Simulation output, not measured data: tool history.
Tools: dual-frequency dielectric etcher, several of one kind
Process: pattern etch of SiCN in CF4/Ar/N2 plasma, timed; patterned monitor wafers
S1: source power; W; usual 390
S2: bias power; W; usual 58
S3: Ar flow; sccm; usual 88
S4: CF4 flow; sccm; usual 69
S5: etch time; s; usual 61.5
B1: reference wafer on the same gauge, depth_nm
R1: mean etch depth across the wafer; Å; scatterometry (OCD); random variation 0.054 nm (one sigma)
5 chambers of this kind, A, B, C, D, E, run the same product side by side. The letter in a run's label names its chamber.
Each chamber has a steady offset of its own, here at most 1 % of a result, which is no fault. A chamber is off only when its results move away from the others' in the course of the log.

Run 1B, hour 4.9: usual settings; B1 48.107. Result: R1 442.33 Å.
Run 2E, hour 12.5: usual settings; B1 48.07. Result: R1 439.4 Å.
Run 3A, hour 21.2: usual settings; B1 48.071. Result: R1 443.89 Å.
Run 4C, hour 31.1: usual settings; B1 48.083. Result: R1 443.61 Å.
Run 5D, hour 38.3: usual settings; B1 48.055. Result: R1 438.93 Å.
Run 6E, hour 47.7: usual settings; B1 48.053. Result: R1 439.54 Å.
Run 7A, hour 53.5: usual settings; B1 48.034. Result: R1 443.6 Å.
Run 8B, hour 62.2: usual settings; B1 48.02. Result: R1 442.5 Å.
Run 9C, hour 68.5: usual settings; B1 48.02. Result: R1 442.81 Å.
At hour 75: chamber E: wet clean of the chamber.
Run 10D, hour 77.7: usual settings; B1 48.015. Result: R1 439.19 Å.
Run 11C, hour 82.6: usual settings; B1 48.013. Result: R1 442.67 Å.
Run 12E, hour 88.6: usual settings; B1 47.994. Result: R1 438.52 Å.
Run 13D, hour 95.6: usual settings but S3 77 sccm, S5 51 s; B1 48.001. Result: R1 371.15 Å.
Run 14A, hour 102.1: usual settings but S3 77 sccm, S5 51 s; B1 47.995. Result: R1 374.77 Å.
Run 15B, hour 110.9: usual settings but S3 77 sccm, S5 51 s; B1 47.98. Result: R1 374.7 Å.
Run 16B, hour 116.3: usual settings but S3 77 sccm, S5 51 s; B1 47.968. Result: R1 374.84 Å.
Run 17A, hour 122.8: usual settings but S3 77 sccm, S5 51 s; B1 47.968. Result: R1 374.49 Å.
Run 18D, hour 130.5: usual settings; B1 47.954. Result: R1 438.54 Å.
Run 19C, hour 137.3: usual settings but S3 73 sccm, S4 85 sccm; B1 47.954. Result: R1 467.62 Å.
Run 20E, hour 144.1: usual settings but S3 73 sccm, S4 85 sccm; B1 47.939. Result: R1 463.73 Å.
Run 21D, hour 150: usual settings but S3 73 sccm, S4 85 sccm; B1 47.935. Result: R1 464.26 Å.
Run 22E, hour 156: usual settings but S3 73 sccm, S4 85 sccm; B1 47.923. Result: R1 462.59 Å.
At hour 156.6: chamber C: wet clean of the chamber.
At hour 159.3: chamber E: Ar flow controller replaced.
At hour 160.1: chamber D: bias power generator calibrated.
Run 23B, hour 161.9: usual settings but S3 73 sccm, S4 85 sccm; B1 47.913. Result: R1 467.35 Å.
Run 24C, hour 169.5: usual settings; B1 47.916. Result: R1 441.99 Å.
Run 25A, hour 176.3: usual settings; B1 47.912. Result: R1 442.64 Å.
Run 26A, hour 185.5: usual settings but S4 84 sccm, S5 78.5 s; B1 47.894. Result: R1 580.68 Å.
Run 27C, hour 194.1: usual settings but S4 84 sccm, S5 78.5 s; B1 47.878. Result: R1 580.72 Å.
At hour 194.6: chamber D: wet clean of the chamber.
Run 28B, hour 202: usual settings but S4 84 sccm, S5 78.5 s; B1 47.88. Result: R1 580.85 Å.
Run 29E, hour 210.5: usual settings but S4 84 sccm, S5 78.5 s; B1 47.856. Result: R1 575.78 Å.
Run 30D, hour 216: usual settings but S4 84 sccm, S5 78.5 s; B1 47.854. Result: R1 576.41 Å.

Next, every chamber runs the same settings. What will each give?
Run 31A, hour 223.1: usual settings. Result: R1 ?.
Run 31B, hour 223.1: usual settings. Result: R1 ?.
Run 31C, hour 223.1: usual settings. Result: R1 ?.
Run 31D, hour 223.1: usual settings. Result: R1 ?.
Run 31E, hour 223.1: usual settings. Result: R1 ?.

run      R1
31A  441.82
31B  441.22
31C  441.11
31D  437.68
31E  438.13
